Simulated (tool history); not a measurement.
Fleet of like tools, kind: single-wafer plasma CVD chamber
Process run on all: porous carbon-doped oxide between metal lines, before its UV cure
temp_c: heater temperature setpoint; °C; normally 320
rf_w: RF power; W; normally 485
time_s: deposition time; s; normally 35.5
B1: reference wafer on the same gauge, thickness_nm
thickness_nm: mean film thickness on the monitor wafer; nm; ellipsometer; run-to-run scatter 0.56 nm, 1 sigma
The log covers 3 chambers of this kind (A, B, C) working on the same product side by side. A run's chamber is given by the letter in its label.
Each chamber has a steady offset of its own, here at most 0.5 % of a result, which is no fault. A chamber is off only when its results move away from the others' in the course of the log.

run 1A hour=12.9 | temp_c=320 rf_w=485 time_s=35.5 | B1=193.06 | thickness_nm=167.94
run 2B hour=22.7 | temp_c=320 rf_w=485 time_s=35.5 | B1=192.92 | thickness_nm=169.09
run 3C hour=29.9 | temp_c=320 rf_w=485 time_s=35.5 | B1=192.97 | thickness_nm=167.95
run 4B hour=41.7 | temp_c=320 rf_w=485 time_s=35.5 | B1=193.08 | thickness_nm=168.65
run 5A hour=49.5 | temp_c=320 rf_w=485 time_s=35.5 | B1=193.02 | thickness_nm=166.97
run 6C hour=63.2 | temp_c=320 rf_w=485 time_s=35.5 | B1=193.02 | thickness_nm=167.19
run 7A hour=75.8 | temp_c=320 rf_w=535 time_s=30.4 | B1=193.05 | thickness_nm=154.07
run 8C hour=84.6 | temp_c=320 rf_w=535 time_s=30.4 | B1=192.93 | thickness_nm=154.06
run 9B hour=94.9 | temp_c=320 rf_w=535 time_s=30.4 | B1=192.92 | thickness_nm=154.2
run 10B hour=105.8 | temp_c=320 rf_w=485 time_s=35.5 | B1=193.03 | thickness_nm=168.36
run 11C hour=116.5 | temp_c=320 rf_w=485 time_s=35.5 | B1=193.03 | thickness_nm=167.63
run 12A hour=130.3 | temp_c=320 rf_w=485 time_s=35.5 | B1=193.12 | thickness_nm=168.7
run 13C hour=137.8 | temp_c=320 rf_w=485 time_s=35.5 | B1=193.03 | thickness_nm=168.7
run 14A hour=150.1 | temp_c=314 rf_w=565 time_s=35.5 | B1=192.98 | thickness_nm=192.55
run 15B hour=158.3 | temp_c=314 rf_w=565 time_s=35.5 | B1=192.89 | thickness_nm=191.56
run 16A hour=164.8 | temp_c=314 rf_w=565 time_s=35.5 | B1=193.12 | thickness_nm=192.26
run 17B hour=172.6 | temp_c=320 rf_w=485 time_s=35.5 | B1=192.97 | thickness_nm=168.37
run 18C hour=183.7 | temp_c=320 rf_w=485 time_s=35.5 | B1=193 | thickness_nm=168.51
run 19B hour=195.3 | temp_c=309 rf_w=485 time_s=35.5 | B1=192.99 | thickness_nm=178.34
run 20C hour=203 | temp_c=309 rf_w=485 time_s=35.5 | B1=192.79 | thickness_nm=177.79
run 21A hour=213.7 | temp_c=309 rf_w=485 time_s=35.5 | B1=192.9 | thickness_nm=178.44
run 22A hour=220.8 | temp_c=320 rf_w=485 time_s=35.5 | B1=193.04 | thickness_nm=167.54
run 23C hour=231.9 | temp_c=320 rf_w=485 time_s=35.5 | B1=193.17 | thickness_nm=168.12
run 24B hour=244.6 | temp_c=320 rf_w=485 time_s=35.5 | B1=192.95 | thickness_nm=167.91
run 25A hour=256 | temp_c=320 rf_w=485 time_s=35.5 | B1=192.94 | thickness_nm=168.12
run 26B hour=267.9 | temp_c=306 rf_w=485 time_s=31.2 | B1=192.91 | thickness_nm=159.09
run 27C hour=280.5 | temp_c=306 rf_w=485 time_s=31.2 | B1=193.12 | thickness_nm=159
run 28B hour=288.5 | temp_c=306 rf_w=485 time_s=31.2 | B1=192.89 | thickness_nm=159.2
run 29C hour=300.8 | temp_c=320 rf_w=485 time_s=35.5 | B1=192.96 | thickness_nm=167.39
run 30A hour=308.1 | temp_c=320 rf_w=485 time_s=35.5 | B1=193.06 | thickness_nm=167.9
run 31C hour=322.2 | temp_c=320 rf_w=485 time_s=35.5 | B1=193.03 | thickness_nm=167.39
run 32A hour=332.7 | temp_c=320 rf_w=485 time_s=35.5 | B1=193.09 | thickness_nm=168.04
run 33B hour=343.4 | temp_c=320 rf_w=485 time_s=35.5 | B1=192.88 | thickness_nm=167.91
run 34A hour=352.1 | temp_c=320 rf_w=485 time_s=35.5 | B1=193.15 | thickness_nm=168.6
run 35B hour=359.2 | temp_c=325 rf_w=485 time_s=35.5 | B1=193.02 | thickness_nm=164.27
run 36C hour=370.2 | temp_c=325 rf_w=485 time_s=35.5 | B1=193.11 | thickness_nm=163.87
run 37A hour=381.9 | temp_c=325 rf_w=485 time_s=35.5 | B1=192.95 | thickness_nm=163.54
run 38C hour=394.6 | temp_c=312 rf_w=485 time_s=35.5 | B1=193 | thickness_nm=174.67
run 39B hour=402.6 | temp_c=312 rf_w=485 time_s=35.5 | B1=192.92 | thickness_nm=175.05
run 40A hour=413.6 | temp_c=312 rf_w=485 time_s=35.5 | B1=193 | thickness_nm=175.01

For the next run the whole fleet of 3 chambers uses the same settings. Give each chamber's results:
run 41A hour=423.9 | temp_c=320 rf_w=485 time_s=35.5 | thickness_nm=?
run 41B hour=423.9 | temp_c=320 rf_w=485 time_s=35.5 | thickness_nm=?
run 41C hour=423.9 | temp_c=320 rf_w=485 time_s=35.5 | thickness_nm=?

run=41A thickness_nm=168.21
run=41B thickness_nm=168.52
run=41C thickness_nm=167.55

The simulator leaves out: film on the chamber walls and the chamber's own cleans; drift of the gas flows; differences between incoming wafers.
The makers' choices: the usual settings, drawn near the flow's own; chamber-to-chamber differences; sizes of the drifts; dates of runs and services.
